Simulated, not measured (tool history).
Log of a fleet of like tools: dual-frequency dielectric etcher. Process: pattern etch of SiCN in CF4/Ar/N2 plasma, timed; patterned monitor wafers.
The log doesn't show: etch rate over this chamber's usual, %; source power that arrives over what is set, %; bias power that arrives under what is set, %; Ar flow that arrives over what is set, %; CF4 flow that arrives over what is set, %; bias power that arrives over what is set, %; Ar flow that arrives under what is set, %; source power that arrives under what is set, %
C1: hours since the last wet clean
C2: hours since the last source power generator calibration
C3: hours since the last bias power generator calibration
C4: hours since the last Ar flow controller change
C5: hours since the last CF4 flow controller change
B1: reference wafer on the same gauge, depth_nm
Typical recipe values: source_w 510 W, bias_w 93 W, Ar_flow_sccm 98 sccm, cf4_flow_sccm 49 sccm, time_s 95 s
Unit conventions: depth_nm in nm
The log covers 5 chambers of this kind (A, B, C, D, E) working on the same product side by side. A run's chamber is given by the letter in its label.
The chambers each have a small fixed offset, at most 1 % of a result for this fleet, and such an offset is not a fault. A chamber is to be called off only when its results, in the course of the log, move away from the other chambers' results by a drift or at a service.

{"run": "1C", "hour": 2.5, "source_w": 510, "bias_w": 93, "Ar_flow_sccm": 98, "cf4_flow_sccm": 49, "time_s": 95, "C1": 351.9, "C2": 982.1, "C3": 2573.2, "C4": 284, "C5": 345.9, "B1": 85.771, "depth_nm": 95.226}
{"run": "2A", "hour": 6.7, "source_w": 510, "bias_w": 93, "Ar_flow_sccm": 98, "cf4_flow_sccm": 49, "time_s": 95, "C1": 372.1, "C2": 925.4, "C3": 1677.9, "C4": 5436.7, "C5": 1500.4, "B1": 85.824, "depth_nm": 94.684}
{"run": "3E", "hour": 9.0, "source_w": 510, "bias_w": 93, "Ar_flow_sccm": 98, "cf4_flow_sccm": 49, "time_s": 95, "C1": 446, "C2": 1953.8, "C3": 3862.5, "C4": 3203.4, "C5": 5471.7, "B1": 85.825, "depth_nm": 95.441}
{"run": "4B", "hour": 11.5, "source_w": 510, "bias_w": 93, "Ar_flow_sccm": 98, "cf4_flow_sccm": 49, "time_s": 95, "C1": 457.4, "C2": 2295.9, "C3": 704.1, "C4": 2500.7, "C5": 1024.8, "B1": 85.759, "depth_nm": 94.256}
{"run": "5D", "hour": 15.2, "source_w": 510, "bias_w": 93, "Ar_flow_sccm": 98, "cf4_flow_sccm": 49, "time_s": 95, "C1": 193.3, "C2": 631.1, "C3": 2512.5, "C4": 4882, "C5": 2153.5, "B1": 85.7, "depth_nm": 94.721}
{"run": "6C", "hour": 17.7, "source_w": 510, "bias_w": 93, "Ar_flow_sccm": 98, "cf4_flow_sccm": 49, "time_s": 95, "C1": 367.1, "C2": 997.3, "C3": 2588.4, "C4": 299.2, "C5": 361.1, "B1": 85.766, "depth_nm": 95.445}
{"run": "7E", "hour": 20.1, "source_w": 510, "bias_w": 93, "Ar_flow_sccm": 98, "cf4_flow_sccm": 49, "time_s": 95, "C1": 457.1, "C2": 1964.9, "C3": 3873.6, "C4": 3214.5, "C5": 5482.8, "B1": 85.834, "depth_nm": 95.287}
{"run": "8B", "hour": 23.3, "source_w": 510, "bias_w": 93, "Ar_flow_sccm": 98, "cf4_flow_sccm": 49, "time_s": 95, "C1": 469.2, "C2": 2307.7, "C3": 715.9, "C4": 2512.5, "C5": 1036.6, "B1": 85.789, "depth_nm": 94.403}
{"hour": 25.3, "done": "chamber B: wet clean of the chamber"}
{"run": "9A", "hour": 27.1, "source_w": 510, "bias_w": 93, "Ar_flow_sccm": 98, "cf4_flow_sccm": 49, "time_s": 95, "C1": 392.5, "C2": 945.8, "C3": 1698.3, "C4": 5457.1, "C5": 1520.8, "B1": 85.78, "depth_nm": 94.766}
{"run": "10D", "hour": 30.8, "source_w": 510, "bias_w": 93, "Ar_flow_sccm": 98, "cf4_flow_sccm": 49, "time_s": 95, "C1": 208.9, "C2": 646.7, "C3": 2528.1, "C4": 4897.6, "C5": 2169.1, "B1": 85.797, "depth_nm": 94.936}
{"run": "11A", "hour": 34.7, "source_w": 510, "bias_w": 93, "Ar_flow_sccm": 98, "cf4_flow_sccm": 49, "time_s": 95, "C1": 400.1, "C2": 953.4, "C3": 1705.9, "C4": 5464.7, "C5": 1528.4, "B1": 85.827, "depth_nm": 94.243}
{"run": "12B", "hour": 37.4, "source_w": 510, "bias_w": 93, "Ar_flow_sccm": 98, "cf4_flow_sccm": 49, "time_s": 95, "C1": 12.2, "C2": 2321.8, "C3": 730, "C4": 2526.6, "C5": 1050.7, "B1": 85.846, "depth_nm": 94.16}
{"run": "13C", "hour": 40.1, "source_w": 510, "bias_w": 93, "Ar_flow_sccm": 98, "cf4_flow_sccm": 49, "time_s": 95, "C1": 389.5, "C2": 1019.7, "C3": 2610.8, "C4": 321.6, "C5": 383.5, "B1": 85.734, "depth_nm": 95.023}
{"run": "14D", "hour": 42.9, "source_w": 510, "bias_w": 93, "Ar_flow_sccm": 98, "cf4_flow_sccm": 49, "time_s": 95, "C1": 221, "C2": 658.8, "C3": 2540.2, "C4": 4909.7, "C5": 2181.2, "B1": 85.782, "depth_nm": 95.436}
{"run": "15E", "hour": 46.0, "source_w": 510, "bias_w": 93, "Ar_flow_sccm": 98, "cf4_flow_sccm": 49, "time_s": 95, "C1": 483, "C2": 1990.8, "C3": 3899.5, "C4": 3240.4, "C5": 5508.7, "B1": 85.831, "depth_nm": 95.283}
{"hour": 46.9, "done": "chamber E: CF4 flow controller replaced"}
{"run": "16E", "hour": 50.3, "source_w": 510, "bias_w": 93, "Ar_flow_sccm": 98, "cf4_flow_sccm": 49, "time_s": 95, "C1": 487.3, "C2": 1995.1, "C3": 3903.8, "C4": 3244.7, "C5": 3.5, "B1": 85.796, "depth_nm": 94.651}
{"run": "17B", "hour": 52.5, "source_w": 510, "bias_w": 93, "Ar_flow_sccm": 98, "cf4_flow_sccm": 49, "time_s": 95, "C1": 27.3, "C2": 2336.9, "C3": 745.1, "C4": 2541.7, "C5": 1065.8, "B1": 85.724, "depth_nm": 94.47}
{"run": "18D", "hour": 55.3, "source_w": 510, "bias_w": 93, "Ar_flow_sccm": 98, "cf4_flow_sccm": 49, "time_s": 72.5, "C1": 233.4, "C2": 671.2, "C3": 2552.6, "C4": 4922.1, "C5": 2193.6, "B1": 85.778, "depth_nm": 72.258}
{"run": "19A", "hour": 59.5, "source_w": 510, "bias_w": 93, "Ar_flow_sccm": 98, "cf4_flow_sccm": 49, "time_s": 72.5, "C1": 424.9, "C2": 978.2, "C3": 1730.7, "C4": 5489.5, "C5": 1553.2, "B1": 85.823, "depth_nm": 71.956}
{"run": "20C", "hour": 61.6, "source_w": 510, "bias_w": 93, "Ar_flow_sccm": 98, "cf4_flow_sccm": 49, "time_s": 72.5, "C1": 411, "C2": 1041.2, "C3": 2632.3, "C4": 343.1, "C5": 405, "B1": 85.812, "depth_nm": 72.827}
{"run": "21B", "hour": 65.8, "source_w": 510, "bias_w": 93, "Ar_flow_sccm": 98, "cf4_flow_sccm": 49, "time_s": 72.5, "C1": 40.6, "C2": 2350.2, "C3": 758.4, "C4": 2555, "C5": 1079.1, "B1": 85.797, "depth_nm": 72.317}
{"run": "22D", "hour": 68.7, "source_w": 510, "bias_w": 93, "Ar_flow_sccm": 98, "cf4_flow_sccm": 49, "time_s": 72.5, "C1": 246.8, "C2": 684.6, "C3": 2566, "C4": 4935.5, "C5": 2207, "B1": 85.819, "depth_nm": 72.358}
{"run": "23A", "hour": 70.6, "source_w": 510, "bias_w": 93, "Ar_flow_sccm": 84, "cf4_flow_sccm": 49, "time_s": 95, "C1": 436, "C2": 989.3, "C3": 1741.8, "C4": 5500.6, "C5": 1564.3, "B1": 85.794, "depth_nm": 96.035}
{"run": "24C", "hour": 74.3, "source_w": 510, "bias_w": 93, "Ar_flow_sccm": 84, "cf4_flow_sccm": 49, "time_s": 95, "C1": 423.7, "C2": 1053.9, "C3": 2645, "C4": 355.8, "C5": 417.7, "B1": 85.713, "depth_nm": 97.847}
{"run": "25E", "hour": 76.2, "source_w": 510, "bias_w": 93, "Ar_flow_sccm": 84, "cf4_flow_sccm": 49, "time_s": 95, "C1": 513.2, "C2": 2021, "C3": 3929.7, "C4": 3270.6, "C5": 29.4, "B1": 85.796, "depth_nm": 97.293}
{"run": "26D", "hour": 80.4, "source_w": 510, "bias_w": 93, "Ar_flow_sccm": 84, "cf4_flow_sccm": 49, "time_s": 95, "C1": 258.5, "C2": 696.3, "C3": 2577.7, "C4": 4947.2, "C5": 2218.7, "B1": 85.801, "depth_nm": 97.028}
{"run": "27C", "hour": 83.8, "source_w": 510, "bias_w": 93, "Ar_flow_sccm": 84, "cf4_flow_sccm": 49, "time_s": 95, "C1": 433.2, "C2": 1063.4, "C3": 2654.5, "C4": 365.3, "C5": 427.2, "B1": 85.799, "depth_nm": 98.396}
{"run": "28B", "hour": 87.9, "source_w": 570, "bias_w": 93, "Ar_flow_sccm": 98, "cf4_flow_sccm": 41, "time_s": 95, "C1": 62.7, "C2": 2372.3, "C3": 780.5, "C4": 2577.1, "C5": 1101.2, "B1": 85.835, "depth_nm": 100.79}
{"run": "29E", "hour": 91.9, "source_w": 570, "bias_w": 93, "Ar_flow_sccm": 98, "cf4_flow_sccm": 41, "time_s": 95, "C1": 528.9, "C2": 2036.7, "C3": 3945.4, "C4": 3286.3, "C5": 45.1, "B1": 85.747, "depth_nm": 101.75}
{"run": "30A", "hour": 94.3, "source_w": 570, "bias_w": 93, "Ar_flow_sccm": 98, "cf4_flow_sccm": 41, "time_s": 95, "C1": 459.7, "C2": 1013, "C3": 1765.5, "C4": 5524.3, "C5": 1588, "B1": 85.796, "depth_nm": 101.41}
{"run": "31B", "hour": 96.9, "source_w": 570, "bias_w": 93, "Ar_flow_sccm": 98, "cf4_flow_sccm": 41, "time_s": 95, "C1": 71.7, "C2": 2381.3, "C3": 789.5, "C4": 2586.1, "C5": 1110.2, "B1": 85.795, "depth_nm": 100.47}
{"run": "32C", "hour": 99.6, "source_w": 570, "bias_w": 93, "Ar_flow_sccm": 98, "cf4_flow_sccm": 41, "time_s": 95, "C1": 449, "C2": 1079.2, "C3": 2670.3, "C4": 381.1, "C5": 443, "B1": 85.815, "depth_nm": 103.32}
{"run": "33D", "hour": 102.6, "source_w": 430, "bias_w": 93, "Ar_flow_sccm": 98, "cf4_flow_sccm": 49, "time_s": 121, "C1": 280.7, "C2": 718.5, "C3": 2599.9, "C4": 4969.4, "C5": 2240.9, "B1": 85.895, "depth_nm": 105.37}
{"run": "34A", "hour": 106.8, "source_w": 430, "bias_w": 93, "Ar_flow_sccm": 98, "cf4_flow_sccm": 49, "time_s": 121, "C1": 472.2, "C2": 1025.5, "C3": 1778, "C4": 5536.8, "C5": 1600.5, "B1": 85.807, "depth_nm": 104.3}
{"run": "35E", "hour": 110.2, "source_w": 430, "bias_w": 93, "Ar_flow_sccm": 98, "cf4_flow_sccm": 49, "time_s": 121, "C1": 547.2, "C2": 2055, "C3": 3963.7, "C4": 3304.6, "C5": 63.4, "B1": 85.725, "depth_nm": 104.87}
{"run": "36B", "hour": 112.3, "source_w": 430, "bias_w": 93, "Ar_flow_sccm": 98, "cf4_flow_sccm": 49, "time_s": 121, "C1": 87.1, "C2": 2396.7, "C3": 804.9, "C4": 2601.5, "C5": 1125.6, "B1": 85.739, "depth_nm": 103.75}
{"run": "37E", "hour": 114.9, "source_w": 430, "bias_w": 93, "Ar_flow_sccm": 98, "cf4_flow_sccm": 49, "time_s": 121, "C1": 551.9, "C2": 2059.7, "C3": 3968.4, "C4": 3309.3, "C5": 68.1, "B1": 85.864, "depth_nm": 103.79}
{"run": "38A", "hour": 118.9, "source_w": 510, "bias_w": 93, "Ar_flow_sccm": 98, "cf4_flow_sccm": 49, "time_s": 95, "C1": 484.3, "C2": 1037.6, "C3": 1790.1, "C4": 5548.9, "C5": 1612.6, "B1": 85.711, "depth_nm": 94.038}
{"run": "39C", "hour": 121.7, "source_w": 510, "bias_w": 93, "Ar_flow_sccm": 98, "cf4_flow_sccm": 49, "time_s": 95, "C1": 471.1, "C2": 1101.3, "C3": 2692.4, "C4": 403.2, "C5": 465.1, "B1": 85.8, "depth_nm": 97.199}
{"run": "40D", "hour": 125.0, "source_w": 430, "bias_w": 85, "Ar_flow_sccm": 98, "cf4_flow_sccm": 49, "time_s": 95, "C1": 303.1, "C2": 740.9, "C3": 2622.3, "C4": 4991.8, "C5": 2263.3, "B1": 85.749, "depth_nm": 79.708}
{"run": "41D", "hour": 129.0, "source_w": 430, "bias_w": 85, "Ar_flow_sccm": 98, "cf4_flow_sccm": 49, "time_s": 95, "C1": 307.1, "C2": 744.9, "C3": 2626.3, "C4": 4995.8, "C5": 2267.3, "B1": 85.806, "depth_nm": 79.434}
{"run": "42C", "hour": 132.3, "source_w": 430, "bias_w": 85, "Ar_flow_sccm": 98, "cf4_flow_sccm": 49, "time_s": 95, "C1": 481.7, "C2": 1111.9, "C3": 2703, "C4": 413.8, "C5": 475.7, "B1": 85.748, "depth_nm": 80.735}
{"run": "43E", "hour": 135.1, "source_w": 430, "bias_w": 85, "Ar_flow_sccm": 98, "cf4_flow_sccm": 49, "time_s": 95, "C1": 572.1, "C2": 2079.9, "C3": 3988.6, "C4": 3329.5, "C5": 88.3, "B1": 85.781, "depth_nm": 79.122}
{"run": "44B", "hour": 138.1, "source_w": 430, "bias_w": 85, "Ar_flow_sccm": 98, "cf4_flow_sccm": 49, "time_s": 95, "C1": 112.9, "C2": 2422.5, "C3": 830.7, "C4": 2627.3, "C5": 1151.4, "B1": 85.778, "depth_nm": 78.711}

The same settings go to every chamber for the next run, one line per chamber below. Forecast the results for each:
{"run": "45A", "hour": 141.2, "source_w": 510, "bias_w": 109, "Ar_flow_sccm": 98, "cf4_flow_sccm": 49, "time_s": 95, "depth_nm": "?"}
{"run": "45B", "hour": 141.2, "source_w": 510, "bias_w": 109, "Ar_flow_sccm": 98, "cf4_flow_sccm": 49, "time_s": 95, "depth_nm": "?"}
{"run": "45C", "hour": 141.2, "source_w": 510, "bias_w": 109, "Ar_flow_sccm": 98, "cf4_flow_sccm": 49, "time_s": 95, "depth_nm": "?"}
{"run": "45D", "hour": 141.2, "source_w": 510, "bias_w": 109, "Ar_flow_sccm": 98, "cf4_flow_sccm": 49, "time_s": 95, "depth_nm": "?"}
{"run": "45E", "hour": 141.2, "source_w": 510, "bias_w": 109, "Ar_flow_sccm": 98, "cf4_flow_sccm": 49, "time_s": 95, "depth_nm": "?"}

run=45A depth_nm=100.32
run=45B depth_nm=101.1
run=45C depth_nm=103.9
run=45D depth_nm=100.95
run=45E depth_nm=100.68
